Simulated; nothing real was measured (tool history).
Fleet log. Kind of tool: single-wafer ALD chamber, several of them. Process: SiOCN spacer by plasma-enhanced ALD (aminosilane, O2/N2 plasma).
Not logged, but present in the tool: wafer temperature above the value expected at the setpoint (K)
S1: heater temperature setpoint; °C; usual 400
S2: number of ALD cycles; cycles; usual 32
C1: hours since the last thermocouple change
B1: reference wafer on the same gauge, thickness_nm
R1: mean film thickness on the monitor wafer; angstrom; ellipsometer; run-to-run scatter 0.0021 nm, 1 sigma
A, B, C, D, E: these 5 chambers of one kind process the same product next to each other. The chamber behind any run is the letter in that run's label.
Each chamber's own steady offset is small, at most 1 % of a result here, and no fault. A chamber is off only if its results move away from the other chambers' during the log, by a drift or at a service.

run	hour	S1	S2	C1	B1	R1
1A	11.9	400	32	929.3	2.1794	19.287
2B	23.1	400	32	684.1	2.179	19.293
3E	32.9	400	32	1229.4	2.1789	19.524
4D	45.5	400	32	1336.5	2.1788	19.383
5C	53.4	400	32	1223.3	2.1787	19.428
6E	60.6	400	32	1257.1	2.1782	19.478
7C	67.5	400	32	1237.4	2.1788	19.427
8B	78.2	385	32	739.2	2.1786	19.315
9A	90	385	32	1007.4	2.1778	19.289
10D	99.4	385	32	1390.4	2.1781	19.368
11D	106.3	385	32	1397.3	2.1776	19.393
12E	116.7	385	32	1313.2	2.1768	19.454
13B	126.1	413	38	787.1	2.1774	22.04
14C	134.2	413	38	1304.1	2.1767	22.107
15A	140.2	413	38	1057.6	2.1771	22.046
16A	149	413	38	1066.4	2.1764	21.968
17C	159.5	413	38	1329.4	2.1767	22.103
18E	171.7	400	32	1368.2	2.1762	19.449
19B	180.9	400	32	841.9	2.1757	19.319
20D	189.4	400	32	1480.4	2.1753	19.352
21D	198.2	400	32	1489.2	2.1753	19.373
22B	209.6	400	32	870.6	2.1754	19.309
23A	222.5	400	32	1139.9	2.1749	19.236
24C	231.7	400	32	1401.6	2.1745	19.384
25E	241.8	400	32	1438.3	2.1747	19.448
26E	255.3	400	32	1451.8	2.174	19.439
# hour 255.6: chamber B: thermocouple changed; heater temperature recalibrated
27A	266	386	32	1183.4	2.1736	19.276
28C	276.4	386	32	1446.3	2.1739	19.319
29D	289.7	386	32	1580.7	2.1734	19.369
30B	300.2	386	32	44.6	2.1734	19.272
31A	310	386	32	1227.4	2.1722	19.22
32C	316	394	37	1485.9	2.1722	22.394
33D	328	394	37	1619	2.1729	22.331
34B	334.8	394	37	79.2	2.1724	22.283
35E	341.9	394	37	1538.4	2.172	22.457
36A	352.1	394	37	1269.5	2.1717	22.272
37B	364.2	386	32	108.6	2.1719	19.266
38C	374.8	386	32	1544.7	2.1716	19.335
39E	381.2	386	32	1577.7	2.1714	19.409
40D	391.6	386	32	1682.6	2.1712	19.302
41C	404.1	386	32	1574	2.171	19.343
42B	412.3	400	32	156.7	2.1704	19.282
43E	424.3	400	32	1620.8	2.1704	19.363

Is one chamber out of step, is the gauge drifting, or do the chambers differ by no more than their own small offsets? For an off chamber, give its letter and the likeliest cause.

The gauge drifts, so all chambers seem to drift together. No chamber is off.
Likeliest cause: gauge reads low (%) = 0.454.

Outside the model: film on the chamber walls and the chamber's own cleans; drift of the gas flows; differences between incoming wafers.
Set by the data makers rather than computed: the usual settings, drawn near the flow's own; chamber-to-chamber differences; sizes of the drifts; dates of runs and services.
